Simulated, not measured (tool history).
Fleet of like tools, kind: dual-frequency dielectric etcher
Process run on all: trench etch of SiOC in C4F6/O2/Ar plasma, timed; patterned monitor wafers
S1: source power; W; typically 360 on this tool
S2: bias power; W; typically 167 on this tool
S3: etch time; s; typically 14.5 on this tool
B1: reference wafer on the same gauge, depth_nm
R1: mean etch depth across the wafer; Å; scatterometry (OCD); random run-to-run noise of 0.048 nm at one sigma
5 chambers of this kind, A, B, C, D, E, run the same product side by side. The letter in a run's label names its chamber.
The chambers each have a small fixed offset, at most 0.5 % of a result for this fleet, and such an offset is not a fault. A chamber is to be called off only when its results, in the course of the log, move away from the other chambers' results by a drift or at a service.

run	hour	S1	S2	S3	B1	R1
1D	3.6	360	167	14.5	30.399	282.49
2C	7.5	360	167	14.5	30.404	282.29
3B	10.3	360	167	14.5	30.412	282.71
4E	13.4	360	167	14.5	30.41	284.23
5A	19.1	420	167	12	30.412	248.37
6E	23.5	420	167	12	30.409	250.03
7B	27.6	420	167	12	30.432	249.48
8A	32.5	420	167	12	30.451	248.61
9D	37.2	420	167	12	30.44	248.72
10C	43.1	360	167	14.5	30.447	281.7
11B	46.7	360	167	14.5	30.441	283.57
12A	50.7	360	167	14.5	30.454	283.15
13C	56.4	360	167	14.5	30.468	282.71
14D	61.9	360	167	14.5	30.45	283.31
15E	66.3	360	167	14.5	30.462	283.21
16D	71.3	360	149	14.5	30.484	273.17
17A	77.5	360	149	14.5	30.476	273.4
18B	80.8	360	149	14.5	30.487	274.33
19E	85.4	360	149	14.5	30.483	273.55
20C	91.6	360	149	14.5	30.495	273.2
21A	97.5	360	167	14.5	30.511	284.69
22C	102.7	360	167	14.5	30.505	282.54
23E	108.4	360	167	14.5	30.523	283.54
24D	113.8	360	167	14.5	30.526	282.82
25B	119.7	360	167	14.5	30.538	283.81
26B	125.9	360	167	14.5	30.526	284.14
27D	131.9	360	167	14.5	30.533	283.3
28E	137.6	360	167	14.5	30.537	284.55
29C	142.1	360	131	17	30.561	309.02
30A	146.6	360	131	17	30.552	309.4
# hour 150.8: chamber E: wet clean of the chamber
31B	151.4	360	131	17	30.555	310.77
32A	155.2	360	131	17	30.562	309.4
33D	158.9	360	131	17	30.564	308.27
34E	164	360	167	14.5	30.559	284.31
35C	170	360	167	14.5	30.581	284.09
36E	175	360	167	14.5	30.573	284.74
37B	180.9	360	167	14.5	30.591	285.48
38D	185.6	360	167	14.5	30.605	283.56
39C	188.7	360	167	14.5	30.596	284.12
40A	194.6	360	167	14.5	30.613	284.38

Decide between three cases: one chamber stands off from its peers, the gauge reading all wafers drifts, or nothing is wrong past each chamber's small offset. Where a chamber is off, say which and what most likely put it there.

The gauge drifts, so all chambers seem to drift together. No chamber is off.
What lies behind it: gauge reads high (%) = 0.698.

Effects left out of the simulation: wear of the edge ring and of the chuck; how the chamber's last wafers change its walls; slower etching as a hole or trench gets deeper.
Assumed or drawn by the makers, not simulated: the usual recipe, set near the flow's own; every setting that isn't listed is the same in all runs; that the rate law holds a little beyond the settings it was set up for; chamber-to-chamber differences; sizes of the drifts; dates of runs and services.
